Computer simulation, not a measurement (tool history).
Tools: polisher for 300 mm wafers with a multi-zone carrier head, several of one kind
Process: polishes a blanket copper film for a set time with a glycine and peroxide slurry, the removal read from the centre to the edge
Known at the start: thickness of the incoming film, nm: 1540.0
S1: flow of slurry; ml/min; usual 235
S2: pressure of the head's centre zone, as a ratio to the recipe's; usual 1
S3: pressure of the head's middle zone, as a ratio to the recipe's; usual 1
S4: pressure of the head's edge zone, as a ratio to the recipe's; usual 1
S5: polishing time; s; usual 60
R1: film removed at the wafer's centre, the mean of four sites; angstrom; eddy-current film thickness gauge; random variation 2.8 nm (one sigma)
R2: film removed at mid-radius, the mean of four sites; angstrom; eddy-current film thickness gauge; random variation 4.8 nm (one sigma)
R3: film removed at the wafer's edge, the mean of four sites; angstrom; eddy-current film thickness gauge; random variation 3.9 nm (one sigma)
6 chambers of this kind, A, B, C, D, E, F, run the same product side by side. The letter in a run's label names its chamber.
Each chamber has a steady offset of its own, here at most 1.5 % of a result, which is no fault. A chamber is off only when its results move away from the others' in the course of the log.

-- hour=5 chamber D: centre zone pressure recalibrated
run 1D hour=12.3 | S1=235 S2=1 S3=1 S4=1 S5=60 | R1=3368.4 R2=3485.9 R3=3302.2
-- hour=13.8 chamber F: worn pad replaced by a new one
-- hour=15.1 chamber E: edge zone pressure recalibrated
run 2E hour=26.8 | S1=235 S2=1 S3=1 S4=1 S5=60 | R1=3356.7 R2=3380.9 R3=3301.8
run 3C hour=33.4 | S1=235 S2=1 S3=1 S4=1 S5=60 | R1=3435.7 R2=3406.2 R3=3414.4
run 4A hour=40.1 | S1=235 S2=1 S3=1 S4=1 S5=60 | R1=3410.3 R2=3392.5 R3=3358.3
-- hour=44.8 chamber C: edge zone pressure recalibrated
-- hour=47.8 chamber A: worn pad replaced by a new one
run 5B hour=48.1 | S1=235 S2=1 S3=1 S4=1 S5=60 | R1=3391.4 R2=3492.7 R3=3384.9
-- hour=49.1 chamber C: worn pad replaced by a new one
-- hour=54.8 chamber E: worn pad replaced by a new one
run 6F hour=58.7 | S1=235 S2=1 S3=1 S4=1 S5=60 | R1=3317.2 R2=3348 R3=3395.2
-- hour=62.7 chamber E: slurry nozzle cleaned
run 7E hour=70.6 | S1=235 S2=1 S3=1 S4=1 S5=60 | R1=3367.2 R2=3403.7 R3=3357.8
-- hour=71 chamber B: worn pad replaced by a new one
-- hour=77.4 chamber D: worn pad replaced by a new one
run 8C hour=82.7 | S1=235 S2=1 S3=1 S4=1 S5=60 | R1=3385.2 R2=3444.5 R3=3404.7
-- hour=84.9 chamber D: edge zone pressure recalibrated
run 9B hour=94.5 | S1=235 S2=1 S3=1 S4=1 S5=60 | R1=3338.6 R2=3409.2 R3=3449.8
-- hour=97.2 chamber B: centre zone pressure recalibrated
-- hour=99.4 chamber F: slurry nozzle cleaned
run 10D hour=105.4 | S1=235 S2=1 S3=1 S4=1 S5=60 | R1=3373.4 R2=3390.5 R3=3405.9
run 11A hour=116.1 | S1=235 S2=1 S3=1 S4=1 S5=60 | R1=3373.7 R2=3389 R3=3402.7
run 12F hour=126.8 | S1=235 S2=1 S3=1 S4=1 S5=60 | R1=3430.2 R2=3428.2 R3=3402.8
-- hour=137.8 chamber E: worn pad replaced by a new one
run 13D hour=141.1 | S1=235 S2=1 S3=1 S4=1 S5=60 | R1=3378.4 R2=3419.5 R3=3381.9
-- hour=142.3 chamber F: worn pad replaced by a new one
-- hour=145.4 chamber A: centre zone pressure recalibrated
-- hour=145.8 chamber C: worn pad replaced by a new one
run 14F hour=151.8 | S1=235 S2=1 S3=1 S4=1 S5=60 | R1=3341.5 R2=3351.8 R3=3397.2
-- hour=152.9 chamber B: worn pad replaced by a new one
-- hour=156.3 chamber A: worn pad replaced by a new one
-- hour=159.6 chamber D: worn pad replaced by a new one
run 15C hour=166.3 | S1=235 S2=1 S3=1 S4=1 S5=60 | R1=3449.7 R2=3469.4 R3=3383.9
run 16B hour=176.1 | S1=235 S2=0.89 S3=1 S4=1 S5=79 | R1=3843.7 R2=4534 R3=4507
run 17E hour=191 | S1=235 S2=0.89 S3=1 S4=1 S5=79 | R1=3983.6 R2=4433.1 R3=4489.1
-- hour=199.4 chamber C: slurry nozzle cleaned
run 18A hour=201.9 | S1=235 S2=0.89 S3=1 S4=1 S5=79 | R1=3938.5 R2=4357.6 R3=4529.3
run 19E hour=211.4 | S1=235 S2=0.89 S3=1 S4=1 S5=79 | R1=3889.1 R2=4462.8 R3=4493.7
-- hour=217.9 chamber E: worn pad replaced by a new one
run 20D hour=219 | S1=235 S2=0.89 S3=1 S4=1 S5=79 | R1=3913 R2=4550.9 R3=4448.8
run 21F hour=230.9 | S1=235 S2=0.89 S3=1 S4=1 S5=79 | R1=3907.8 R2=4421.8 R3=4429.7
-- hour=242.2 chamber C: worn pad replaced by a new one
run 22A hour=243.2 | S1=235 S2=1 S3=1 S4=1 S5=60 | R1=3402.7 R2=3299.5 R3=3349.7
-- hour=246.7 chamber B: worn pad replaced by a new one
run 23B hour=252.2 | S1=235 S2=1 S3=1 S4=1 S5=60 | R1=3363.1 R2=3426.9 R3=3342.5
-- hour=257.5 chamber C: centre zone pressure recalibrated
-- hour=261.9 chamber D: worn pad replaced by a new one
run 24C hour=264.6 | S1=235 S2=1 S3=1 S4=1 S5=60 | R1=3370.9 R2=3431.5 R3=3352.5
run 25F hour=274.6 | S1=235 S2=1 S3=1 S4=1 S5=60 | R1=3417.1 R2=3382.3 R3=3461.9
run 26B hour=287 | S1=160 S2=1 S3=1.04 S4=1 S5=60 | R1=3146.5 R2=3335.5 R3=3274.5
-- hour=291 chamber F: worn pad replaced by a new one
-- hour=292.3 chamber A: worn pad replaced by a new one
run 27E hour=293.6 | S1=160 S2=1 S3=1.04 S4=1 S5=60 | R1=3143.5 R2=3275 R3=3285.9
run 28C hour=306.4 | S1=160 S2=1 S3=1.04 S4=1 S5=60 | R1=3198.5 R2=3381.8 R3=3263.3
-- hour=307.8 chamber A: slurry nozzle cleaned
-- hour=315.8 chamber E: worn pad replaced by a new one
run 29D hour=317.1 | S1=160 S2=1 S3=1.04 S4=1 S5=60 | R1=3137.7 R2=3306 R3=3205.2
run 30A hour=327.3 | S1=160 S2=1 S3=1.04 S4=1 S5=60 | R1=3232.1 R2=3336.8 R3=3247.3
-- hour=333.9 chamber F: centre zone pressure recalibrated
run 31B hour=339.5 | S1=160 S2=1 S3=1.04 S4=1 S5=60 | R1=3194.6 R2=3408.8 R3=3294.8
-- hour=342.2 chamber B: worn pad replaced by a new one
-- hour=347.5 chamber D: worn pad replaced by a new one
-- hour=349.2 chamber F: edge zone pressure recalibrated
run 32F hour=349.3 | S1=235 S2=1 S3=1 S4=1 S5=60 | R1=3355.8 R2=3356.4 R3=3398
-- hour=352.6 chamber E: slurry nozzle cleaned
-- hour=357.7 chamber C: worn pad replaced by a new one
run 33A hour=359.1 | S1=185 S2=1.08 S3=1 S4=1 S5=60 | R1=3538.9 R2=3326.4 R3=3312.6
run 34E hour=366.2 | S1=185 S2=1.08 S3=1 S4=1 S5=60 | R1=3520.5 R2=3251.5 R3=3315
run 35D hour=378.4 | S1=185 S2=1.08 S3=1 S4=1 S5=60 | R1=3505.9 R2=3245.4 R3=3271
-- hour=380.2 chamber E: edge zone pressure recalibrated
-- hour=387.7 chamber E: centre zone pressure recalibrated
run 36C hour=389.8 | S1=185 S2=1.08 S3=1 S4=1 S5=60 | R1=3540.5 R2=3281 R3=3236
run 37C hour=399.1 | S1=185 S2=1.08 S3=1 S4=1 S5=60 | R1=3534.2 R2=3292.1 R3=3332.2
-- hour=405.3 chamber E: worn pad replaced by a new one
-- hour=406.5 chamber A: worn pad replaced by a new one
run 38A hour=408.4 | S1=185 S2=1.08 S3=1 S4=1 S5=60 | R1=3577.2 R2=3261.5 R3=3348.3
-- hour=416.3 chamber F: worn pad replaced by a new one
run 39B hour=417.5 | S1=235 S2=1 S3=1 S4=1 S5=60 | R1=3381.6 R2=3485.9 R3=3393.6
run 40F hour=424.7 | S1=235 S2=1 S3=1 S4=1 S5=60 | R1=3357.2 R2=3356.7 R3=3418.3
-- hour=427.1 chamber D: worn pad replaced by a new one
-- hour=429.6 chamber D: slurry nozzle cleaned
run 41D hour=438 | S1=235 S2=1 S3=1 S4=1 S5=60 | R1=3422.7 R2=3446.3 R3=3353.3
run 42E hour=445.4 | S1=235 S2=1 S3=1 S4=1 S5=60 | R1=3398.9 R2=3404.9 R3=3398.3

What goes on in this fleet: one chamber off, a drifting gauge, or nothing beyond the chambers' own small offsets? Name the chamber and the cause, if any.

No chamber stands off beyond its own small offset, and the gauge holds steady.

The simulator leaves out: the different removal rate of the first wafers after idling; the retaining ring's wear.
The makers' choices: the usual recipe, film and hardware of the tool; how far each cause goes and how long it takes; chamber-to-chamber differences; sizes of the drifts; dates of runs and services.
